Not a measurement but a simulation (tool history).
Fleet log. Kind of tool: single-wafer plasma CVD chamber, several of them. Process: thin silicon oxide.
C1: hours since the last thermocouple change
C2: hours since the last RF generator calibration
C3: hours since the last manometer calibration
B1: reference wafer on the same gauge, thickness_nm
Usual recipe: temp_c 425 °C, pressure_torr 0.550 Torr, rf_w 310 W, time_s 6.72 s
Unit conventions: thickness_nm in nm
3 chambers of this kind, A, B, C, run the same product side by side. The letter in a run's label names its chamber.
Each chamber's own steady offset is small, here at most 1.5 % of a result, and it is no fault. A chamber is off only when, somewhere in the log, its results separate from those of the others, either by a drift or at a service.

run 1C day=0.171 | temp_c=425 pressure_torr=0.550 rf_w=310 time_s=6.72 | C1=1484.3 C2=850.5 C3=2505.3 | B1=9.4412 | thickness_nm=8.3305
run 2B day=0.296 | temp_c=425 pressure_torr=0.550 rf_w=310 time_s=6.72 | C1=567.3 C2=2200.1 C3=2090.9 | B1=9.4416 | thickness_nm=8.3686
run 3A day=0.412 | temp_c=425 pressure_torr=0.550 rf_w=310 time_s=6.72 | C1=874.0 C2=1171.4 C3=619.4 | B1=9.4451 | thickness_nm=8.4407
run 4C day=0.554 | temp_c=425 pressure_torr=0.550 rf_w=310 time_s=6.72 | C1=1493.5 C2=859.7 C3=2514.5 | B1=9.4422 | thickness_nm=8.3416
run 5A day=0.667 | temp_c=425 pressure_torr=0.550 rf_w=310 time_s=6.72 | C1=880.1 C2=1177.5 C3=625.5 | B1=9.4493 | thickness_nm=8.4457
run 6B day=0.808 | temp_c=425 pressure_torr=0.550 rf_w=310 time_s=6.72 | C1=579.6 C2=2212.4 C3=2103.2 | B1=9.4502 | thickness_nm=8.3744
run 7B day=1.000 | temp_c=425 pressure_torr=0.550 rf_w=310 time_s=6.72 | C1=584.2 C2=2217.0 C3=2107.8 | B1=9.4486 | thickness_nm=8.3677
run 8A day=1.254 | temp_c=425 pressure_torr=0.550 rf_w=310 time_s=6.72 | C1=894.2 C2=1191.6 C3=639.6 | B1=9.4521 | thickness_nm=8.4395
run 9C day=1.438 | temp_c=425 pressure_torr=0.550 rf_w=310 time_s=6.72 | C1=1514.7 C2=880.9 C3=2535.7 | B1=9.4584 | thickness_nm=8.3415
run 10C day=1.662 | temp_c=425 pressure_torr=0.550 rf_w=310 time_s=6.72 | C1=1520.1 C2=886.3 C3=2541.1 | B1=9.4575 | thickness_nm=8.3591
run 11B day=1.900 | temp_c=425 pressure_torr=0.550 rf_w=310 time_s=6.72 | C1=605.8 C2=2238.6 C3=2129.4 | B1=9.4617 | thickness_nm=8.4023
run 12A day=2.138 | temp_c=425 pressure_torr=0.550 rf_w=310 time_s=6.72 | C1=915.4 C2=1212.8 C3=660.8 | B1=9.4659 | thickness_nm=8.4797
run 13C day=2.254 | temp_c=425 pressure_torr=0.550 rf_w=310 time_s=6.72 | C1=1534.3 C2=900.5 C3=2555.3 | B1=9.4653 | thickness_nm=8.3768
run 14A day=2.429 | temp_c=425 pressure_torr=0.550 rf_w=310 time_s=5.43 | C1=922.4 C2=1219.8 C3=667.8 | B1=9.4698 | thickness_nm=6.8275
run 15B day=2.646 | temp_c=425 pressure_torr=0.550 rf_w=310 time_s=5.43 | C1=623.7 C2=2256.5 C3=2147.3 | B1=9.4694 | thickness_nm=6.7792
run 16C day=2.850 | temp_c=425 pressure_torr=0.550 rf_w=310 time_s=5.43 | C1=1548.6 C2=914.8 C3=2569.6 | B1=9.4733 | thickness_nm=6.7722
run 17B day=2.971 | temp_c=417 pressure_torr=0.550 rf_w=290 time_s=6.72 | C1=631.5 C2=2264.3 C3=2155.1 | B1=9.4711 | thickness_nm=8.1933
run 18A day=3.146 | temp_c=417 pressure_torr=0.550 rf_w=290 time_s=6.72 | C1=939.6 C2=1237.0 C3=685.0 | B1=9.4745 | thickness_nm=8.2450
run 19A day=3.342 | temp_c=417 pressure_torr=0.550 rf_w=290 time_s=6.72 | C1=944.3 C2=1241.7 C3=689.7 | B1=9.4773 | thickness_nm=8.2706
-- day=3.425 chamber C: capacitance manometer re-zeroed and calibrated
run 20C day=3.567 | temp_c=425 pressure_torr=0.550 rf_w=310 time_s=6.72 | C1=1565.8 C2=932.0 C3=3.5 | B1=9.4762 | thickness_nm=8.3451
run 21B day=3.717 | temp_c=425 pressure_torr=0.550 rf_w=310 time_s=6.72 | C1=649.4 C2=2282.2 C3=2173.0 | B1=9.4786 | thickness_nm=8.3864
run 22C day=3.850 | temp_c=425 pressure_torr=0.550 rf_w=310 time_s=7.34 | C1=1572.6 C2=938.8 C3=10.3 | B1=9.4824 | thickness_nm=9.1353
run 23A day=4.104 | temp_c=425 pressure_torr=0.550 rf_w=310 time_s=7.34 | C1=962.6 C2=1260.0 C3=708.0 | B1=9.4834 | thickness_nm=9.2747
run 24B day=4.283 | temp_c=425 pressure_torr=0.550 rf_w=310 time_s=7.34 | C1=663.0 C2=2295.8 C3=2186.6 | B1=9.4831 | thickness_nm=9.1648
run 25B day=4.450 | temp_c=425 pressure_torr=0.550 rf_w=310 time_s=6.72 | C1=667.0 C2=2299.8 C3=2190.6 | B1=9.4888 | thickness_nm=8.4075
run 26C day=4.704 | temp_c=425 pressure_torr=0.550 rf_w=345 time_s=6.72 | C1=1593.1 C2=959.3 C3=30.8 | B1=9.4929 | thickness_nm=8.7336
run 27A day=4.875 | temp_c=425 pressure_torr=0.550 rf_w=345 time_s=6.72 | C1=981.1 C2=1278.5 C3=726.5 | B1=9.4948 | thickness_nm=8.8383
run 28B day=5.046 | temp_c=425 pressure_torr=0.550 rf_w=345 time_s=6.72 | C1=681.3 C2=2314.1 C3=2204.9 | B1=9.4921 | thickness_nm=8.7746
run 29A day=5.267 | temp_c=425 pressure_torr=0.622 rf_w=310 time_s=7.20 | C1=990.5 C2=1287.9 C3=735.9 | B1=9.4985 | thickness_nm=10.3510

Has any chamber moved away from the others, gradually or after a service, or does the common gauge drift, or do the chambers differ only by their own small steady offsets? State the chamber and the most likely cause if one applies.

It is the gauge, not a chamber: its drift shows up in every chamber's results at once, and no chamber is off.
Cause: gauge reads high (%) = 0.629.
